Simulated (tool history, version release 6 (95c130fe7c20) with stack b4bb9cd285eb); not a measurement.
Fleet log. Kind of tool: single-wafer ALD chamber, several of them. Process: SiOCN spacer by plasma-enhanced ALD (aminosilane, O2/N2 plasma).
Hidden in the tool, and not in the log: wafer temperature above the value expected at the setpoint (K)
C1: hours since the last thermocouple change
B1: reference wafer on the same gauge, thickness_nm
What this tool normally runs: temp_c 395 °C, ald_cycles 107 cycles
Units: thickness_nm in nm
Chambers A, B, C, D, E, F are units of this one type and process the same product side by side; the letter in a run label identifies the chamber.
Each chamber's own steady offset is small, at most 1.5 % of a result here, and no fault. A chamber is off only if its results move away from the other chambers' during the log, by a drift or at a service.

run 1D hour=5.5 | temp_c=395 ald_cycles=107 | C1=715.2 | B1=5.1715 | thickness_nm=6.5031
-- hour=9.3 chamber A: thermocouple changed; heater temperature recalibrated
run 2A hour=12.9 | temp_c=395 ald_cycles=107 | C1=3.6 | B1=5.1733 | thickness_nm=6.4077
run 3B hour=21.7 | temp_c=395 ald_cycles=107 | C1=989.8 | B1=5.173 | thickness_nm=6.5102
run 4E hour=31.8 | temp_c=395 ald_cycles=107 | C1=513.5 | B1=5.1734 | thickness_nm=6.4238
run 5C hour=42.6 | temp_c=388 ald_cycles=100 | C1=971.9 | B1=5.1765 | thickness_nm=6.0344
run 6F hour=49.3 | temp_c=388 ald_cycles=100 | C1=1815.6 | B1=5.1762 | thickness_nm=6.0704
run 7A hour=57.7 | temp_c=388 ald_cycles=100 | C1=48.4 | B1=5.1773 | thickness_nm=5.9812
run 8D hour=63.9 | temp_c=388 ald_cycles=100 | C1=773.6 | B1=5.1754 | thickness_nm=6.0744
run 9E hour=75.4 | temp_c=388 ald_cycles=100 | C1=557.1 | B1=5.1786 | thickness_nm=5.9799
run 10C hour=84.1 | temp_c=388 ald_cycles=100 | C1=1013.4 | B1=5.1775 | thickness_nm=6.0518
run 11B hour=92.8 | temp_c=395 ald_cycles=107 | C1=1060.9 | B1=5.1794 | thickness_nm=6.5217
run 12F hour=102.4 | temp_c=404 ald_cycles=125 | C1=1868.7 | B1=5.1808 | thickness_nm=7.4295
run 13E hour=107.8 | temp_c=404 ald_cycles=125 | C1=589.5 | B1=5.1828 | thickness_nm=7.3748
run 14A hour=116.9 | temp_c=404 ald_cycles=125 | C1=107.6 | B1=5.1822 | thickness_nm=7.4299
run 15C hour=126.6 | temp_c=404 ald_cycles=125 | C1=1055.9 | B1=5.1829 | thickness_nm=7.3544
run 16B hour=131.6 | temp_c=404 ald_cycles=125 | C1=1099.7 | B1=5.1819 | thickness_nm=7.4086
run 17D hour=139 | temp_c=404 ald_cycles=125 | C1=848.7 | B1=5.183 | thickness_nm=7.4152
run 18F hour=149.4 | temp_c=395 ald_cycles=107 | C1=1915.7 | B1=5.1857 | thickness_nm=6.4993
run 19D hour=156.5 | temp_c=395 ald_cycles=107 | C1=866.2 | B1=5.1851 | thickness_nm=6.4995
run 20F hour=162.2 | temp_c=395 ald_cycles=107 | C1=1928.5 | B1=5.1855 | thickness_nm=6.4967
run 21B hour=172.4 | temp_c=395 ald_cycles=116 | C1=1140.5 | B1=5.1897 | thickness_nm=7.0638
run 22C hour=182.6 | temp_c=395 ald_cycles=116 | C1=1111.9 | B1=5.189 | thickness_nm=7.0287
run 23A hour=191.9 | temp_c=395 ald_cycles=116 | C1=182.6 | B1=5.1875 | thickness_nm=6.9888
run 24E hour=199.6 | temp_c=395 ald_cycles=116 | C1=681.3 | B1=5.1898 | thickness_nm=6.988
run 25C hour=205.8 | temp_c=395 ald_cycles=116 | C1=1135.1 | B1=5.1896 | thickness_nm=7.0098
run 26A hour=213.1 | temp_c=395 ald_cycles=116 | C1=203.8 | B1=5.191 | thickness_nm=6.9856
run 27F hour=222.8 | temp_c=395 ald_cycles=98 | C1=1989.1 | B1=5.1919 | thickness_nm=5.9902
-- hour=228.8 chamber C: thermocouple changed; heater temperature recalibrated
run 28D hour=231.9 | temp_c=395 ald_cycles=98 | C1=941.6 | B1=5.1928 | thickness_nm=5.9743
run 29B hour=241.1 | temp_c=395 ald_cycles=98 | C1=1209.2 | B1=5.193 | thickness_nm=5.975
run 30E hour=247.2 | temp_c=395 ald_cycles=98 | C1=728.9 | B1=5.1932 | thickness_nm=5.8956
run 31B hour=255.1 | temp_c=395 ald_cycles=98 | C1=1223.2 | B1=5.195 | thickness_nm=5.9787
run 32A hour=266.1 | temp_c=395 ald_cycles=98 | C1=256.8 | B1=5.1969 | thickness_nm=5.8999
run 33D hour=277.2 | temp_c=395 ald_cycles=107 | C1=986.9 | B1=5.1989 | thickness_nm=6.5212
run 34F hour=286.3 | temp_c=395 ald_cycles=107 | C1=2052.6 | B1=5.1981 | thickness_nm=6.5545
run 35E hour=294.9 | temp_c=404 ald_cycles=96 | C1=776.6 | B1=5.1997 | thickness_nm=5.694
run 36C hour=299.9 | temp_c=404 ald_cycles=96 | C1=71.2 | B1=5.1995 | thickness_nm=5.7235
run 37E hour=307.9 | temp_c=404 ald_cycles=96 | C1=789.6 | B1=5.2002 | thickness_nm=5.6967
run 38A hour=317.8 | temp_c=404 ald_cycles=96 | C1=308.5 | B1=5.2029 | thickness_nm=5.7266
run 39F hour=328.2 | temp_c=404 ald_cycles=96 | C1=2094.5 | B1=5.2014 | thickness_nm=5.7473
run 40B hour=335.8 | temp_c=404 ald_cycles=96 | C1=1303.9 | B1=5.2018 | thickness_nm=5.7136
run 41D hour=344.8 | temp_c=395 ald_cycles=107 | C1=1054.5 | B1=5.2017 | thickness_nm=6.5164
run 42C hour=351.8 | temp_c=395 ald_cycles=107 | C1=123.1 | B1=5.2033 | thickness_nm=6.5074

Does one chamber stand apart from the rest, does the shared gauge drift, or is all well apart from small per-chamber offsets? Give the chamber and the most likely cause, where there is one.

The gauge drifts, so all chambers seem to drift together. No chamber is off.
Likeliest cause: gauge reads high (%) = 0.677.
